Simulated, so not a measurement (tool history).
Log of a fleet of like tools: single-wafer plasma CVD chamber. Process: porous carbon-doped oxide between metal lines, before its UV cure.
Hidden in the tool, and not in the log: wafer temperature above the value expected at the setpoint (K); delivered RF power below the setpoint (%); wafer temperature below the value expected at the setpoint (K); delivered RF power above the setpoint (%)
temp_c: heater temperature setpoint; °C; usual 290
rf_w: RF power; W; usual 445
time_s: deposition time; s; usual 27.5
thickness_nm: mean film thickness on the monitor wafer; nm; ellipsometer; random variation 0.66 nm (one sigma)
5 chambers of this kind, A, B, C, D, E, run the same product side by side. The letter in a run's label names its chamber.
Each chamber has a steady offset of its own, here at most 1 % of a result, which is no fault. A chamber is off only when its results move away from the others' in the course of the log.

run,hour,temp_c,rf_w,time_s,hours since the last thermocouple change,hours since the last RF generator calibration,"read-back reference wafer on the same gauge, thickness_nm",thickness_nm
1C,12.2,290,445,27.5,1321.9,613.7,152.82,146.2
# hour 13.7: chamber A: RF generator calibrated
2D,18.9,290,445,27.5,2047,1083.4,153.08,146.88
3A,29.9,290,445,27.5,1093.5,16.2,153,146.54
4E,37.1,290,445,27.5,1425.5,195.7,153.01,146.55
5B,46.3,290,445,27.5,771.5,401,153.09,146.68
6E,55.2,290,445,27.5,1443.6,213.8,153.21,146.75
7A,63.3,290,445,27.5,1126.9,49.6,152.92,145.84
8B,72.2,290,445,27.5,797.4,426.9,152.89,147.2
9C,82.2,290,445,27.5,1391.9,683.7,153,146.66
10D,91.8,280,445,31.2,2119.9,1156.3,153.15,175.48
11C,104.2,280,445,31.2,1413.9,705.7,153.02,176.25
12B,115.2,280,445,31.2,840.4,469.9,153.04,175.67
13D,126.9,280,445,31.2,2155,1191.4,153.09,176.16
14A,132.4,280,445,31.2,1196,118.7,152.85,176.36
15E,144.3,290,445,27.5,1532.7,302.9,153.18,146.48
16E,153.1,290,445,27.5,1541.5,311.7,153.13,145.16
17A,161.8,290,445,27.5,1225.4,148.1,152.93,145.18
18C,170.4,290,445,27.5,1480.1,771.9,153.01,146.56
19B,181.2,290,445,27.5,906.4,535.9,153.08,144.84
20D,186.8,290,445,27.5,2214.9,1251.3,153.14,146.9
21E,193.5,290,445,27.5,1581.9,352.1,152.98,146.05
22D,200.7,290,445,27.5,2228.8,1265.2,152.94,146.12
23C,208.5,290,445,27.5,1518.2,810,152.97,146.15
# hour 212.2: chamber D: RF generator calibrated
24B,214.7,290,405,23.4,939.9,569.4,152.87,114.71
25A,224.6,290,405,23.4,1288.2,210.9,153.01,115.39
26A,232,290,405,23.4,1295.6,218.3,152.9,116.21
27B,242.8,290,405,23.4,968,597.5,152.85,114.99
# hour 243.7: chamber D: thermocouple changed; heater temperature recalibrated
28C,254.5,290,405,23.4,1564.2,856,153.12,115.89
29D,261.8,297,395,27.5,18.2,49.7,152.95,128.71
30E,272.8,297,395,27.5,1661.2,431.4,153.08,128.01
31D,281.2,297,395,27.5,37.6,69.1,152.87,128.76
32A,291.5,297,395,27.5,1355.1,277.8,153.06,126.96
33B,303.6,297,395,27.5,1028.8,658.3,153.09,125.33
34E,316.1,304,395,27.5,1704.5,474.7,152.94,122.03
35C,322.2,304,395,27.5,1631.9,923.7,152.98,123.27
36E,332.1,304,395,27.5,1720.5,490.7,152.93,123.68
37C,340,304,395,27.5,1649.7,941.5,152.88,122.69
# hour 348.3: chamber B: thermocouple changed; heater temperature recalibrated
38B,350.3,304,395,27.5,2,705,153.1,119.96
39D,358.8,290,445,27.5,115.2,146.7,153.1,146.8
40A,369.7,290,445,27.5,1433.3,356,153.04,145.49
41D,380.9,290,445,27.5,137.3,168.8,152.78,145.44
42A,387.4,290,445,27.5,1451,373.7,153.19,144.95

All 5 chambers run these settings next. Forecast each chamber's results:
43A,396.3,290,445,27.5,,,,?
43B,396.3,290,445,27.5,,,,?
43C,396.3,290,445,27.5,,,,?
43D,396.3,290,445,27.5,,,,?
43E,396.3,290,445,27.5,,,,?

run,thickness_nm
43A,145
43B,140.7
43C,146.66
43D,146.14
43E,145.97
